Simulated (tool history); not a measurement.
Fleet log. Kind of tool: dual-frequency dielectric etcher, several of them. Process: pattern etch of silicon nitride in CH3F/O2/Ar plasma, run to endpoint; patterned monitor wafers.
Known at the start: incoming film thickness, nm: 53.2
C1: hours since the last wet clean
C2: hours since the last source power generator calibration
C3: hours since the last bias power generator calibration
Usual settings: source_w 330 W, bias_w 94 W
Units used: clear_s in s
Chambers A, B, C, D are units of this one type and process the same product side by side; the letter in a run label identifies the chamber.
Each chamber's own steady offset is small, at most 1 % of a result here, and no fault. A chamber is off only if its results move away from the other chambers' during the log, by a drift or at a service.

Run 1D, day 0.321: usual settings; C1 279.5; C2 390.5; C3 2615.8. Result: clear_s 75.261 s.
Run 2C, day 0.604: usual settings; C1 255.7; C2 2256.0; C3 243.2. Result: clear_s 75.375 s.
Run 3A, day 0.900: usual settings; C1 521.5; C2 689.5; C3 1586.1. Result: clear_s 75.703 s.
Run 4B, day 1.071: usual settings; C1 574.7; C2 2730.5; C3 2685.2. Result: clear_s 75.065 s.
At day 1.204: chamber B: wet clean of the chamber.
Run 5C, day 1.304: usual settings but source_w 290 W, bias_w 117 W; C1 272.5; C2 2272.8; C3 260.0. Result: clear_s 72.859 s.
Run 6D, day 1.650: usual settings but source_w 290 W, bias_w 117 W; C1 311.4; C2 422.4; C3 2647.7. Result: clear_s 72.490 s.
Run 7B, day 1.850: usual settings but source_w 290 W, bias_w 117 W; C1 15.6; C2 2749.2; C3 2703.9. Result: clear_s 73.225 s.
Run 8A, day 2.096: usual settings but source_w 290 W, bias_w 117 W; C1 550.2; C2 718.2; C3 1614.8. Result: clear_s 73.717 s.
Run 9B, day 2.442: usual settings; C1 29.8; C2 2763.4; C3 2718.1. Result: clear_s 75.211 s.
Run 10A, day 2.683: usual settings; C1 564.3; C2 732.3; C3 1628.9. Result: clear_s 76.223 s.
Run 11D, day 2.850: usual settings but source_w 280 W, bias_w 77 W; C1 340.2; C2 451.2; C3 2676.5. Result: clear_s 84.799 s.
Run 12C, day 3.058: usual settings but source_w 280 W, bias_w 77 W; C1 314.6; C2 2314.9; C3 302.1. Result: clear_s 86.443 s.
Run 13D, day 3.404: usual settings but source_w 280 W, bias_w 77 W; C1 353.5; C2 464.5; C3 2689.8. Result: clear_s 85.927 s.
Run 14C, day 3.642: usual settings but source_w 280 W, bias_w 77 W; C1 328.6; C2 2328.9; C3 316.1. Result: clear_s 86.757 s.
At day 3.717: chamber A: wet clean of the chamber.
At day 3.879: chamber D: wet clean of the chamber.
Run 15B, day 3.883: usual settings; C1 64.4; C2 2798.0; C3 2752.7. Result: clear_s 75.694 s.
Run 16A, day 4.121: usual settings; C1 9.7; C2 766.8; C3 1663.4. Result: clear_s 75.503 s.
Run 17C, day 4.354: usual settings; C1 345.7; C2 2346.0; C3 333.2. Result: clear_s 74.940 s.
Run 18D, day 4.621: usual settings; C1 17.8; C2 493.7; C3 2719.0. Result: clear_s 72.283 s.
Run 19B, day 4.988: usual settings but source_w 370 W, bias_w 74 W; C1 90.9; C2 2824.5; C3 2779.2. Result: clear_s 77.400 s.
Run 20A, day 5.321: usual settings but source_w 370 W, bias_w 74 W; C1 38.5; C2 795.6; C3 1692.2. Result: clear_s 78.445 s.
Run 21D, day 5.554: usual settings but source_w 370 W, bias_w 74 W; C1 40.2; C2 516.1; C3 2741.4. Result: clear_s 75.658 s.
Run 22A, day 5.746: usual settings but source_w 370 W, bias_w 74 W; C1 48.7; C2 805.8; C3 1702.4. Result: clear_s 79.175 s.
Run 23C, day 6.083: usual settings; C1 387.2; C2 2387.5; C3 374.7. Result: clear_s 75.559 s.
Run 24B, day 6.358: usual settings; C1 123.8; C2 2857.4; C3 2812.1. Result: clear_s 75.155 s.
Run 25D, day 6.567: usual settings; C1 64.5; C2 540.4; C3 2765.7. Result: clear_s 72.590 s.
Run 26B, day 6.862: usual settings; C1 135.9; C2 2869.5; C3 2824.2. Result: clear_s 74.725 s.
Run 27A, day 7.071: usual settings; C1 80.5; C2 837.6; C3 1734.2. Result: clear_s 75.914 s.
Run 28C, day 7.238: usual settings; C1 414.9; C2 2415.2; C3 402.4. Result: clear_s 74.730 s.
Run 29A, day 7.412: usual settings; C1 88.7; C2 845.8; C3 1742.4. Result: clear_s 76.423 s.
Run 30D, day 7.662: usual settings; C1 90.8; C2 566.7; C3 2792.0. Result: clear_s 73.106 s.
Run 31C, day 8.017: usual settings; C1 433.6; C2 2433.9; C3 421.1. Result: clear_s 75.228 s.
Run 32B, day 8.288: usual settings; C1 170.1; C2 2903.7; C3 2858.4. Result: clear_s 75.528 s.
Run 33C, day 8.617: usual settings; C1 448.0; C2 2448.3; C3 435.5. Result: clear_s 76.051 s.
Run 34D, day 8.900: usual settings; C1 120.5; C2 596.4; C3 2821.7. Result: clear_s 71.983 s.
Run 35A, day 9.162: usual settings; C1 130.7; C2 887.8; C3 1784.4. Result: clear_s 75.834 s.
Run 36B, day 9.517: usual settings but source_w 280 W, bias_w 82 W; C1 199.6; C2 2933.2; C3 2887.9. Result: clear_s 84.636 s.
Run 37A, day 9.888: usual settings but source_w 280 W, bias_w 82 W; C1 148.1; C2 905.2; C3 1801.8. Result: clear_s 83.571 s.
Run 38B, day 10.204: usual settings but source_w 280 W, bias_w 82 W; C1 216.1; C2 2949.7; C3 2904.4. Result: clear_s 84.256 s.
Run 39C, day 10.438: usual settings but source_w 280 W, bias_w 82 W; C1 491.7; C2 2492.0; C3 479.2. Result: clear_s 83.672 s.
Run 40D, day 10.675: usual settings; C1 163.1; C2 639.0; C3 2864.3. Result: clear_s 72.334 s.
Run 41B, day 10.979: usual settings but bias_w 115 W; C1 234.7; C2 2968.3; C3 2923.0. Result: clear_s 69.844 s.
Run 42A, day 11.271: usual settings but bias_w 115 W; C1 181.3; C2 938.4; C3 1835.0. Result: clear_s 70.463 s.
Run 43D, day 11.629: usual settings but bias_w 115 W; C1 186.0; C2 661.9; C3 2887.2. Result: clear_s 66.280 s.
Run 44C, day 11.933: usual settings but bias_w 115 W; C1 527.6; C2 2527.9; C3 515.1. Result: clear_s 69.615 s.

One chamber off, gauge drift, or nothing amiss beyond the chambers' own small offsets? If it is a chamber, which one, and what is the likeliest cause?

A service on chamber D put it out of line with the rest.
Most likely cause: etch rate over this chamber's usual, % = 3.48.

Here are 4 candidates for chamber D's next run, each the usual settings with a change, their results left as question marks. Which one brings its results back in line with what the others give on the usual settings?
Counts as in line when no further than this from what the other chambers average on the usual settings: clear_s 1.700 s
Run 45D-1, day 12.204: usual settings but bias_w 83 W. Result: clear_s ?.
Run 45D-2, day 12.204: usual settings but source_w 290 W, bias_w 83 W. Result: clear_s ?.
Run 45D-3, day 12.204: usual settings but source_w 350 W, bias_w 100 W. Result: clear_s ?.
Run 45D-4, day 12.204: usual settings but source_w 370 W, bias_w 105 W. Result: clear_s ?.

Mean of the other chambers on the usual settings: clear_s 75.430 s
  run  clear_s
45D-1   75.399
45D-2   79.122
45D-3   68.857
45D-4   66.233
45D-1 is the one that brings the chamber's results back in line with the other chambers.
